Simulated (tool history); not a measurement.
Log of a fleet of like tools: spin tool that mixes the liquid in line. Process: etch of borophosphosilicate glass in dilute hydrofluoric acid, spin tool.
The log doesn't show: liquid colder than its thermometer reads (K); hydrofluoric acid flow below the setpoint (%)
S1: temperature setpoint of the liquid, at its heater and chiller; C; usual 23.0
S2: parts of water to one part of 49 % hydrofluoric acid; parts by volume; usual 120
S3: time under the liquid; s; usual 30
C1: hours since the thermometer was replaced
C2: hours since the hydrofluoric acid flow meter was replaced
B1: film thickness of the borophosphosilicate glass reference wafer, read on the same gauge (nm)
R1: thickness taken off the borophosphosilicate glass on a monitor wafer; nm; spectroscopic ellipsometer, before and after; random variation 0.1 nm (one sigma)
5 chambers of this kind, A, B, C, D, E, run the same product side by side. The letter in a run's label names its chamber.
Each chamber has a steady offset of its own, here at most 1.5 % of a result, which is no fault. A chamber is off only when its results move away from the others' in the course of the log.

run,day,S1,S2,S3,C1,C2,B1,R1
1A,0.362,23.0,120,30,1399.3,1419.8,80.004,12.6620
2C,0.746,23.0,120,30,393.8,222.7,79.973,12.7180
3B,1.042,23.0,120,30,1602.9,754.9,79.983,12.6980
4D,1.408,23.0,120,30,1097.5,124.5,79.968,12.9880
5E,1.712,23.0,165,30,567.6,888.3,80.026,8.9706
6B,2.125,23.0,165,30,1628.9,780.9,79.987,8.9072
7A,2.425,23.0,165,30,1448.8,1469.3,79.965,8.6550
8C,2.846,23.0,165,30,444.2,273.1,79.956,8.8314
9D,3.204,23.0,165,30,1140.6,167.6,79.992,9.0307
10E,3.654,23.0,120,30,614.2,934.9,80.018,13.0300
11D,4.104,23.0,120,30,1162.2,189.2,80.013,12.9880
12E,4.571,23.0,120,30,636.2,956.9,79.988,12.8710
13C,4.888,23.0,120,30,493.2,322.1,80.032,12.5990
14A,5.192,23.0,120,30,1515.2,1535.7,79.987,12.7720
15B,5.479,23.0,120,30,1709.4,861.4,79.945,12.4280
16C,5.792,23.0,120,30,514.9,343.8,80.037,12.8700
17E,6.038,23.0,120,30,671.4,992.1,80.001,12.6460
18A,6.583,23.0,120,30,1548.6,1569.1,79.982,12.5650
19B,7.112,28.0,120,20,1748.6,900.6,79.978,9.9759
20D,7.542,28.0,120,20,1244.7,271.7,79.987,10.7040
21E,7.967,28.0,120,20,717.7,1038.4,80.001,10.2410
22C,8.238,28.0,120,20,573.6,402.5,79.981,10.5250
23A,8.683,28.0,120,20,1599.0,1619.5,79.950,10.1180
24B,9.079,23.0,120,30,1795.8,947.8,80.001,12.3340
25D,9.408,23.0,120,30,1289.5,316.5,80.015,13.0390
26C,9.833,23.0,120,30,611.9,440.8,79.996,12.7250
27E,10.075,23.0,120,30,768.3,1089.0,80.030,12.7070
28D,10.379,23.0,120,30,1312.8,339.8,80.005,13.0440
29B,10.817,23.0,120,30,1837.5,989.5,79.997,12.1660
30A,11.071,26.5,120,30,1656.3,1676.8,79.963,14.7380
31B,11.542,26.5,120,30,1854.9,1006.9,80.035,13.9000
32C,11.867,26.5,120,30,660.7,489.6,80.005,14.6080
33E,12.392,26.5,120,30,823.9,1144.6,79.970,14.6350
34A,12.817,26.5,120,30,1698.2,1718.7,80.010,14.6350
35D,13.158,23.0,120,30,1379.5,406.5,80.010,13.0360
36E,13.429,23.0,120,30,848.8,1169.5,80.039,12.9050
37D,13.908,23.0,120,30,1397.5,424.5,80.000,13.2570
# day 13.962: chamber A: hydrofluoric acid flow meter replaced
38A,14.154,23.0,120,30,1730.3,4.7,79.976,12.8810
39C,14.638,23.0,120,30,727.2,556.1,79.997,12.6270
40B,15.171,23.0,120,30,1942.0,1094.0,80.008,11.9410

Next, every chamber runs the same settings. What will each give?
41A,15.567,23.0,120,15,,,,?
41B,15.567,23.0,120,15,,,,?
41C,15.567,23.0,120,15,,,,?
41D,15.567,23.0,120,15,,,,?
41E,15.567,23.0,120,15,,,,?

run,R1
41A,6.3518
41B,5.9614
41C,6.4990
41D,6.5207
41E,6.3835

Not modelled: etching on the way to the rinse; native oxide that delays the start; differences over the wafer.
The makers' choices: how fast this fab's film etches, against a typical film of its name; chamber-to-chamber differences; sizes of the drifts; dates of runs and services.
